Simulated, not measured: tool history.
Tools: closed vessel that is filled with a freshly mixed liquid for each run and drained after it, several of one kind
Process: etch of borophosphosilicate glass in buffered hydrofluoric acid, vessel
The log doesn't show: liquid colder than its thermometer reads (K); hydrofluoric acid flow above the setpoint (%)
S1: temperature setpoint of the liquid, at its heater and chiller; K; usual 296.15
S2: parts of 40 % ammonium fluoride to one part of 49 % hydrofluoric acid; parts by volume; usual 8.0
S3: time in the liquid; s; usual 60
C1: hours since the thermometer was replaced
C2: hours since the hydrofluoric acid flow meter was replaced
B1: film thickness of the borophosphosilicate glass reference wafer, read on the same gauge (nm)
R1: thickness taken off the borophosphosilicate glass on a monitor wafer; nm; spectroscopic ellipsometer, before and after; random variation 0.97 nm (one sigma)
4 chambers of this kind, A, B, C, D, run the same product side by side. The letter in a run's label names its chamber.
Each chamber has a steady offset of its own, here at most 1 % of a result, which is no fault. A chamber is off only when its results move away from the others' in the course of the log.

Run 1A, hour 6.8: usual settings; C1 686.3; C2 293.7; B1 99.982. Result: R1 162.04 nm.
Run 2C, hour 13.2: usual settings; C1 2214.5; C2 510.4; B1 99.977. Result: R1 160.64 nm.
Run 3B, hour 16.9: usual settings; C1 1932.5; C2 310.9; B1 99.998. Result: R1 160.86 nm.
Run 4D, hour 21.2: usual settings; C1 738.4; C2 591.6; B1 100.010. Result: R1 160.34 nm.
At hour 22.7: chamber A: thermometer replaced.
Run 5C, hour 26.5: usual settings; C1 2227.8; C2 523.7; B1 99.998. Result: R1 160.25 nm.
Run 6A, hour 31.1: usual settings; C1 8.5; C2 318.0; B1 100.010. Result: R1 161.53 nm.
Run 7B, hour 36.8: usual settings; C1 1952.4; C2 330.8; B1 99.984. Result: R1 159.22 nm.
Run 8D, hour 40.1: usual settings but S1 291.65 K; C1 757.3; C2 610.5; B1 100.000. Result: R1 125.54 nm.
Run 9B, hour 43.1: usual settings but S1 291.65 K; C1 1958.7; C2 337.1; B1 100.010. Result: R1 123.98 nm.
Run 10A, hour 48.4: usual settings but S1 291.65 K; C1 25.8; C2 335.3; B1 100.050. Result: R1 125.05 nm.
Run 11C, hour 52.9: usual settings but S1 291.65 K; C1 2254.2; C2 550.1; B1 100.020. Result: R1 126.82 nm.
Run 12D, hour 58.9: usual settings but S1 292.65 K, S3 80 s; C1 776.1; C2 629.3; B1 99.951. Result: R1 175.68 nm.
Run 13B, hour 63.3: usual settings but S1 292.65 K, S3 80 s; C1 1978.9; C2 357.3; B1 99.988. Result: R1 176.45 nm.
Run 14A, hour 66.6: usual settings but S1 292.65 K, S3 80 s; C1 44.0; C2 353.5; B1 99.983. Result: R1 176.56 nm.
Run 15D, hour 70.3: usual settings but S1 292.65 K, S3 80 s; C1 787.5; C2 640.7; B1 99.997. Result: R1 176.05 nm.
Run 16C, hour 76.6: usual settings; C1 2277.9; C2 573.8; B1 99.982. Result: R1 161.58 nm.
Run 17A, hour 83.1: usual settings; C1 60.5; C2 370.0; B1 99.970. Result: R1 161.33 nm.
Run 18B, hour 86.8: usual settings; C1 2002.4; C2 380.8; B1 99.999. Result: R1 159.28 nm.
Run 19D, hour 93.2: usual settings; C1 810.4; C2 663.6; B1 99.987. Result: R1 160.36 nm.
Run 20C, hour 97.4: usual settings; C1 2298.7; C2 594.6; B1 99.970. Result: R1 162.44 nm.
Run 21D, hour 102.1: usual settings but S1 298.65 K, S2 6.5 parts by volume; C1 819.3; C2 672.5; B1 99.999. Result: R1 229.11 nm.
Run 22C, hour 105.9: usual settings but S1 298.65 K, S2 6.5 parts by volume; C1 2307.2; C2 603.1; B1 100.000. Result: R1 229.61 nm.
Run 23A, hour 110.0: usual settings but S1 298.65 K, S2 6.5 parts by volume; C1 87.4; C2 396.9; B1 99.985. Result: R1 227.79 nm.
Run 24B, hour 115.0: usual settings but S1 298.65 K, S2 6.5 parts by volume; C1 2030.6; C2 409.0; B1 99.978. Result: R1 226.23 nm.
Run 25D, hour 120.1: usual settings; C1 837.3; C2 690.5; B1 100.010. Result: R1 162.92 nm.
Run 26B, hour 124.4: usual settings; C1 2040.0; C2 418.4; B1 100.000. Result: R1 160.66 nm.
Run 27A, hour 130.9: usual settings; C1 108.3; C2 417.8; B1 100.010. Result: R1 162.88 nm.
Run 28C, hour 136.2: usual settings; C1 2337.5; C2 633.4; B1 99.971. Result: R1 164.53 nm.
Run 29A, hour 140.7: usual settings; C1 118.1; C2 427.6; B1 99.970. Result: R1 162.74 nm.
Run 30D, hour 146.6: usual settings; C1 863.8; C2 717.0; B1 99.970. Result: R1 161.69 nm.
Run 31C, hour 152.8: usual settings; C1 2354.1; C2 650.0; B1 99.986. Result: R1 166.70 nm.
Run 32B, hour 156.1: usual settings; C1 2071.7; C2 450.1; B1 99.958. Result: R1 159.36 nm.
Run 33A, hour 160.5: usual settings; C1 137.9; C2 447.4; B1 100.020. Result: R1 161.01 nm.
Run 34C, hour 166.1: usual settings; C1 2367.4; C2 663.3; B1 99.974. Result: R1 170.16 nm.
Run 35D, hour 172.2: usual settings; C1 889.4; C2 742.6; B1 99.998. Result: R1 161.43 nm.
Run 36B, hour 176.1: usual settings but S1 292.65 K; C1 2091.7; C2 470.1; B1 99.994. Result: R1 130.51 nm.

What goes on in this fleet: one chamber off, a drifting gauge, or nothing beyond the chambers' own small offsets? Name the chamber and the cause, if any.

Chamber C drifts away from the others.
Cause: hydrofluoric acid flow above the setpoint (%) = 5.29.
The log may not tell that from: liquid hotter than its thermometer reads (K).

Here are 4 candidates for chamber C's next run, each the usual settings with a change, their results left as question marks. Which one brings its results back in line with what the others give on the usual settings?
In line means no further than this from the other chambers' mean on the usual settings: R1 3.40 nm
Run 37C-1, hour 181.0: usual settings but S3 55 s. Result: R1 ?.
Run 37C-2, hour 181.0: usual settings but S1 295.15 K. Result: R1 ?.
Run 37C-3, hour 181.0: usual settings but S1 297.15 K. Result: R1 ?.
Run 37C-4, hour 181.0: usual settings but S1 296.65 K, S2 7.5 parts by volume. Result: R1 ?.

The other chambers' mean on the usual settings: R1 160.87 nm
  run      R1
37C-1  155.27
37C-2  160.61
37C-3  178.69
37C-4  186.65
37C-2 brings the chamber back in line.
